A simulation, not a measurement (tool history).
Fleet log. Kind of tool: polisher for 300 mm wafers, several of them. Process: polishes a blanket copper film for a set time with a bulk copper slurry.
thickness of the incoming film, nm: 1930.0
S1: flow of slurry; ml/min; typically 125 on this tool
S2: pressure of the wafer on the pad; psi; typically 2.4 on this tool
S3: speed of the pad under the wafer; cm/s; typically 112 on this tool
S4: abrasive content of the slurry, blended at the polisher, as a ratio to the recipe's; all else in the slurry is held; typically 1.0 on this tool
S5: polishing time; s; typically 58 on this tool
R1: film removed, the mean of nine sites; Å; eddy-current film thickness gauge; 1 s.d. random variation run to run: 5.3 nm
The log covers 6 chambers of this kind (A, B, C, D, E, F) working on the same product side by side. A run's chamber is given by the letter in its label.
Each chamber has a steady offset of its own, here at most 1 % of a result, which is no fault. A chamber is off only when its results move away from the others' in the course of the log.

run   hour   S1   S2   S3   S4  S5      R1
 1F    3.6  125  2.4  112  1.0  58  4548.8
 2E    7.7  125  2.4  112  1.0  58  4481.6
 3B   15.2  125  2.4  112  1.0  58  4596.8
      16.9  -- chamber E: worn pad replaced by a new one
 4A   21.6  125  2.4  112  1.0  58  4525.4
      22.1  -- chamber F: worn pad replaced by a new one
      26.4  -- chamber C: worn pad replaced by a new one
 5D   27.9   85  2.4  112  1.0  71  5097.3
 6C   31.7   85  2.4  112  1.0  71  5064.0
 7E   37.7   85  2.4  112  1.0  71  5045.7
      38.0  -- chamber D: worn pad replaced by a new one
 8F   43.0   85  2.4  112  1.0  71  5134.7
 9A   49.4   85  2.4  112  1.0  71  5178.3
      55.8  -- chamber B: worn pad replaced by a new one
10B   57.6   85  2.4  112  1.0  71  5158.3
      64.7  -- chamber A: worn pad replaced by a new one
11C   65.9  125  2.4  112  1.0  58  4532.0
12D   70.2  125  2.4  112  1.0  58  4574.2
      70.8  -- chamber F: worn pad replaced by a new one
13E   74.3  125  2.4  112  1.0  58  4459.9
14B   80.1  125  2.4  148  1.0  44  4610.1
      80.9  -- chamber D: slurry nozzle cleaned
      83.2  -- chamber E: worn pad replaced by a new one
      85.8  -- chamber D: worn pad replaced by a new one
15D   86.5  125  2.4  148  1.0  44  4597.4
      89.3  -- chamber C: worn pad replaced by a new one
16C   93.7  125  2.4  148  1.0  44  4490.6
17A   98.0  125  2.4  148  1.0  44  4508.9
     101.1  -- chamber B: slurry nozzle cleaned
18F  104.1  125  2.4  148  1.0  44  4626.8
19A  108.0  125  2.4  148  1.0  44  4538.2
     108.7  -- chamber C: slurry nozzle cleaned
     111.6  -- chamber B: worn pad replaced by a new one
20C  111.9  125  2.4  112  1.0  58  4474.3
     113.0  -- chamber F: worn pad replaced by a new one
     118.6  -- chamber F: head pressure recalibrated
21B  118.8  125  2.4  112  1.0  58  4474.7
22E  124.0  125  2.4  112  1.0  58  4538.0
23F  128.4  125  2.4  112  1.0  58  4520.0
     131.6  -- chamber A: worn pad replaced by a new one
     136.2  -- chamber D: worn pad replaced by a new one
24D  136.3  125  2.4  112  1.0  58  4487.4
     137.6  -- chamber E: worn pad replaced by a new one
25D  141.7  125  2.4  112  1.0  58  4516.4
     144.1  -- chamber B: slurry blender recalibrated
     144.6  -- chamber C: worn pad replaced by a new one
26C  145.9  125  2.4  112  1.0  58  4483.0
27B  150.3  125  2.4  112  1.0  58  4535.5
     153.1  -- chamber F: slurry blender recalibrated
28A  154.2  125  2.4  112  1.0  58  4399.4
29E  162.3  125  2.4  112  0.8  58  4249.5
     162.9  -- chamber F: worn pad replaced by a new one
30F  168.8  125  2.4  112  0.8  58  4431.3
31F  172.7  125  2.4  112  0.8  58  4432.7
32D  177.1  125  2.4  112  0.8  58  4430.4
     177.4  -- chamber D: worn pad replaced by a new one
     183.4  -- chamber B: worn pad replaced by a new one
33C  183.4  125  2.4  112  0.8  58  4305.4
34A  189.1  125  2.4  112  0.8  58  4013.7
     195.6  -- chamber C: worn pad replaced by a new one
35E  196.2  125  2.4  112  1.0  58  4488.5
     197.2  -- chamber A: worn pad replaced by a new one
36B  200.5  125  2.4  112  1.0  58  4515.4
     207.0  -- chamber E: worn pad replaced by a new one
37B  207.3  125  2.4  112  1.0  58  4550.7
38A  211.7  125  2.4  112  1.0  58  4162.0
39C  216.5  125  2.4  112  1.0  58  4573.3
     217.1  -- chamber F: worn pad replaced by a new one
     219.5  -- chamber D: worn pad replaced by a new one
40E  221.1  125  2.4  112  1.0  58  4615.4
41F  228.6  125  2.4  112  1.0  58  4597.7
42D  232.5  125  2.4  112  1.0  58  4606.7
43C  237.9  125  2.4  112  1.0  58  4541.0

Next, all 6 chambers run the settings below, one line each with question marks for the results. What does each chamber give?
44A  243.9  125  2.4  136  1.0  58   ?
44B  243.9  125  2.4  136  1.0  58   ?
44C  243.9  125  2.4  136  1.0  58   ?
44D  243.9  125  2.4  136  1.0  58   ?
44E  243.9  125  2.4  136  1.0  58   ?
44F  243.9  125  2.4  136  1.0  58   ?

run      R1
44A  4998.9
44B  5518.6
44C  5475.5
44D  5487.6
44E  5514.3
44F  5626.0

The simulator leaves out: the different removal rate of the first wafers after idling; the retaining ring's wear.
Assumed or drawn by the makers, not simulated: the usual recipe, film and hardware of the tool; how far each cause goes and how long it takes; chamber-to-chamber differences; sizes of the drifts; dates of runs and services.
